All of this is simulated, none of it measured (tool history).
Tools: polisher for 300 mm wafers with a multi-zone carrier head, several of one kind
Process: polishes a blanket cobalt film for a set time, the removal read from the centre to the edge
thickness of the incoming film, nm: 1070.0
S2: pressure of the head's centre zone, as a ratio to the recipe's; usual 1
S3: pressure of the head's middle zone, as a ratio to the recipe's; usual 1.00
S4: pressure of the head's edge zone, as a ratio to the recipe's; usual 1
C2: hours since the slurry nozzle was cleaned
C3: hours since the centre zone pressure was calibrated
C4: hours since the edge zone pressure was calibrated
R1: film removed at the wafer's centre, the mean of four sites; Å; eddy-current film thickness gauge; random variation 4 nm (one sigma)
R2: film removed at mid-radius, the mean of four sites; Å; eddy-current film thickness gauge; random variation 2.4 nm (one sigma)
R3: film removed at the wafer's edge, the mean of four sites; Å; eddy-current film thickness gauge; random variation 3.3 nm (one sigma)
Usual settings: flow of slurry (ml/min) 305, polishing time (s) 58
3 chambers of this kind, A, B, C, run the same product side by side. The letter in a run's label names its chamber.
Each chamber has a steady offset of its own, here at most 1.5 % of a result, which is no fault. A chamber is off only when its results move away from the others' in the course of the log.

{"day": 0.238, "done": "chamber C: worn pad replaced by a new one"}
{"run": "1B", "day": 0.538, "flow of slurry (ml/min)": 305, "S2": 1, "S3": 1.0, "S4": 1, "polishing time (s)": 58, "wafers polished on this pad": 330, "C2": 141.8, "C3": 357.2, "C4": 645.0, "R1": 3210.8, "R2": 3196.4, "R3": 3136.0}
{"run": "2C", "day": 0.904, "flow of slurry (ml/min)": 305, "S2": 1, "S3": 1.0, "S4": 1, "polishing time (s)": 58, "wafers polished on this pad": 197, "C2": 99.5, "C3": 155.4, "C4": 111.3, "R1": 3205.8, "R2": 3199.3, "R3": 3242.8}
{"run": "3A", "day": 1.3, "flow of slurry (ml/min)": 305, "S2": 1, "S3": 1.0, "S4": 1, "polishing time (s)": 58, "wafers polished on this pad": 571, "C2": 206.2, "C3": 531.5, "C4": 290.8, "R1": 3213.3, "R2": 3153.2, "R3": 3162.5}
{"day": 1.55, "done": "chamber B: worn pad replaced by a new one"}
{"day": 1.612, "done": "chamber A: worn pad replaced by a new one"}
{"run": "4C", "day": 1.862, "flow of slurry (ml/min)": 305, "S2": 1, "S3": 1.0, "S4": 1, "polishing time (s)": 58, "wafers polished on this pad": 480, "C2": 122.5, "C3": 178.4, "C4": 134.3, "R1": 3190.7, "R2": 3147.3, "R3": 3192.2}
{"day": 2.075, "done": "chamber C: worn pad replaced by a new one"}
{"run": "5A", "day": 2.467, "flow of slurry (ml/min)": 305, "S2": 1, "S3": 1.0, "S4": 1, "polishing time (s)": 58, "wafers polished on this pad": 253, "C2": 234.2, "C3": 559.5, "C4": 318.8, "R1": 3195.8, "R2": 3149.8, "R3": 3200.8}
{"run": "6B", "day": 3.071, "flow of slurry (ml/min)": 305, "S2": 1, "S3": 1.0, "S4": 1, "polishing time (s)": 58, "wafers polished on this pad": 449, "C2": 202.6, "C3": 418.0, "C4": 705.8, "R1": 3131.5, "R2": 3229.6, "R3": 3125.2}
{"day": 3.5, "done": "chamber B: edge zone pressure recalibrated"}
{"run": "7A", "day": 3.521, "flow of slurry (ml/min)": 305, "S2": 1, "S3": 1.0, "S4": 1, "polishing time (s)": 58, "wafers polished on this pad": 565, "C2": 259.5, "C3": 584.8, "C4": 344.1, "R1": 3155.8, "R2": 3172.1, "R3": 3146.8}
{"day": 3.921, "done": "chamber B: worn pad replaced by a new one"}
{"run": "8C", "day": 4.088, "flow of slurry (ml/min)": 305, "S2": 1, "S3": 1.06, "S4": 1, "polishing time (s)": 58, "wafers polished on this pad": 595, "C2": 175.9, "C3": 231.8, "C4": 187.7, "R1": 3146.3, "R2": 3363.3, "R3": 3152.1}
{"day": 4.117, "done": "chamber C: worn pad replaced by a new one"}
{"day": 4.279, "done": "chamber A: worn pad replaced by a new one"}
{"run": "9B", "day": 4.55, "flow of slurry (ml/min)": 305, "S2": 1, "S3": 1.06, "S4": 1, "polishing time (s)": 58, "wafers polished on this pad": 186, "C2": 238.1, "C3": 453.5, "C4": 25.2, "R1": 3178.4, "R2": 3380.5, "R3": 3130.8}
{"day": 4.962, "done": "chamber A: slurry nozzle cleaned"}
{"run": "10A", "day": 4.967, "flow of slurry (ml/min)": 305, "S2": 1, "S3": 1.06, "S4": 1, "polishing time (s)": 58, "wafers polished on this pad": 204, "C2": 0.1, "C3": 619.5, "C4": 378.8, "R1": 3198.0, "R2": 3362.2, "R3": 3154.7}
{"day": 5.246, "done": "chamber B: slurry nozzle cleaned"}
{"run": "11C", "day": 5.483, "flow of slurry (ml/min)": 305, "S2": 1, "S3": 1.0, "S4": 1, "polishing time (s)": 58, "wafers polished on this pad": 404, "C2": 209.4, "C3": 265.3, "C4": 221.2, "R1": 3123.8, "R2": 3182.1, "R3": 3231.7}
{"run": "12B", "day": 6.033, "flow of slurry (ml/min)": 305, "S2": 1, "S3": 1.0, "S4": 1, "polishing time (s)": 45, "wafers polished on this pad": 625, "C2": 19.0, "C3": 489.1, "C4": 60.8, "R1": 2473.5, "R2": 2450.1, "R3": 2458.7}
{"day": 6.262, "done": "chamber B: worn pad replaced by a new one"}
{"day": 6.375, "done": "chamber C: worn pad replaced by a new one"}
{"run": "13B", "day": 6.604, "flow of slurry (ml/min)": 305, "S2": 1, "S3": 1.0, "S4": 1, "polishing time (s)": 45, "wafers polished on this pad": 101, "C2": 32.7, "C3": 502.8, "C4": 74.5, "R1": 2496.4, "R2": 2459.0, "R3": 2456.8}
{"day": 6.967, "done": "chamber A: worn pad replaced by a new one"}
{"day": 6.996, "done": "chamber A: centre zone pressure recalibrated"}
{"run": "14C", "day": 7.054, "flow of slurry (ml/min)": 305, "S2": 1, "S3": 1.0, "S4": 1, "polishing time (s)": 45, "wafers polished on this pad": 201, "C2": 247.1, "C3": 303.0, "C4": 258.9, "R1": 2498.4, "R2": 2446.4, "R3": 2481.7}
{"day": 7.083, "done": "chamber B: centre zone pressure recalibrated"}
{"run": "15A", "day": 7.338, "flow of slurry (ml/min)": 305, "S2": 1, "S3": 1.0, "S4": 1, "polishing time (s)": 58, "wafers polished on this pad": 109, "C2": 57.0, "C3": 8.3, "C4": 435.7, "R1": 3199.5, "R2": 3125.9, "R3": 3159.2}
{"run": "16B", "day": 7.767, "flow of slurry (ml/min)": 305, "S2": 1, "S3": 1.0, "S4": 1, "polishing time (s)": 58, "wafers polished on this pad": 445, "C2": 60.6, "C3": 16.4, "C4": 102.4, "R1": 3167.0, "R2": 3178.3, "R3": 3135.1}
{"day": 8.246, "done": "chamber C: worn pad replaced by a new one"}
{"day": 8.254, "done": "chamber B: worn pad replaced by a new one"}
{"run": "17C", "day": 8.325, "flow of slurry (ml/min)": 305, "S2": 1, "S3": 1.0, "S4": 1, "polishing time (s)": 58, "wafers polished on this pad": 23, "C2": 277.6, "C3": 333.5, "C4": 289.4, "R1": 3196.5, "R2": 3163.1, "R3": 3247.8}
{"run": "18A", "day": 8.712, "flow of slurry (ml/min)": 305, "S2": 1, "S3": 1.0, "S4": 1, "polishing time (s)": 58, "wafers polished on this pad": 516, "C2": 90.0, "C3": 41.3, "C4": 468.7, "R1": 3198.6, "R2": 3179.9, "R3": 3094.1}
{"day": 8.75, "done": "chamber C: centre zone pressure recalibrated"}
{"run": "19B", "day": 9.029, "flow of slurry (ml/min)": 305, "S2": 1, "S3": 1.0, "S4": 1, "polishing time (s)": 58, "wafers polished on this pad": 229, "C2": 90.9, "C3": 46.7, "C4": 132.7, "R1": 3231.3, "R2": 3184.9, "R3": 3164.1}
{"run": "20C", "day": 9.638, "flow of slurry (ml/min)": 305, "S2": 1, "S3": 1.0, "S4": 1, "polishing time (s)": 58, "wafers polished on this pad": 411, "C2": 309.1, "C3": 21.4, "C4": 320.9, "R1": 3183.1, "R2": 3158.1, "R3": 3206.9}
{"day": 9.679, "done": "chamber A: worn pad replaced by a new one"}
{"run": "21A", "day": 10.079, "flow of slurry (ml/min)": 305, "S2": 1, "S3": 1.0, "S4": 1, "polishing time (s)": 58, "wafers polished on this pad": 119, "C2": 122.8, "C3": 74.1, "C4": 501.5, "R1": 3187.0, "R2": 3155.7, "R3": 3142.7}
{"run": "22A", "day": 10.358, "flow of slurry (ml/min)": 305, "S2": 1, "S3": 1.0, "S4": 1, "polishing time (s)": 58, "wafers polished on this pad": 201, "C2": 129.5, "C3": 80.8, "C4": 508.2, "R1": 3176.9, "R2": 3147.2, "R3": 3188.4}
{"day": 10.696, "done": "chamber C: worn pad replaced by a new one"}
{"run": "23C", "day": 10.733, "flow of slurry (ml/min)": 305, "S2": 1, "S3": 1.0, "S4": 1, "polishing time (s)": 58, "wafers polished on this pad": 12, "C2": 335.4, "C3": 47.7, "C4": 347.2, "R1": 3247.0, "R2": 3155.3, "R3": 3197.7}

Next, every chamber runs the same settings. What will each give?
{"run": "24A", "day": 11.2, "flow of slurry (ml/min)": 305, "S2": 1, "S3": 1.0, "S4": 1, "polishing time (s)": 58, "R1": "?", "R2": "?", "R3": "?"}
{"run": "24B", "day": 11.2, "flow of slurry (ml/min)": 305, "S2": 1, "S3": 1.0, "S4": 1, "polishing time (s)": 58, "R1": "?", "R2": "?", "R3": "?"}
{"run": "24C", "day": 11.2, "flow of slurry (ml/min)": 305, "S2": 1, "S3": 1.0, "S4": 1, "polishing time (s)": 58, "R1": "?", "R2": "?", "R3": "?"}

run=24A R1=3244.1 R2=3198.2 R3=3153.7
run=24B R1=3182.4 R2=3208.8 R3=3111.8
run=24C R1=3217.1 R2=3144.5 R3=3170.8

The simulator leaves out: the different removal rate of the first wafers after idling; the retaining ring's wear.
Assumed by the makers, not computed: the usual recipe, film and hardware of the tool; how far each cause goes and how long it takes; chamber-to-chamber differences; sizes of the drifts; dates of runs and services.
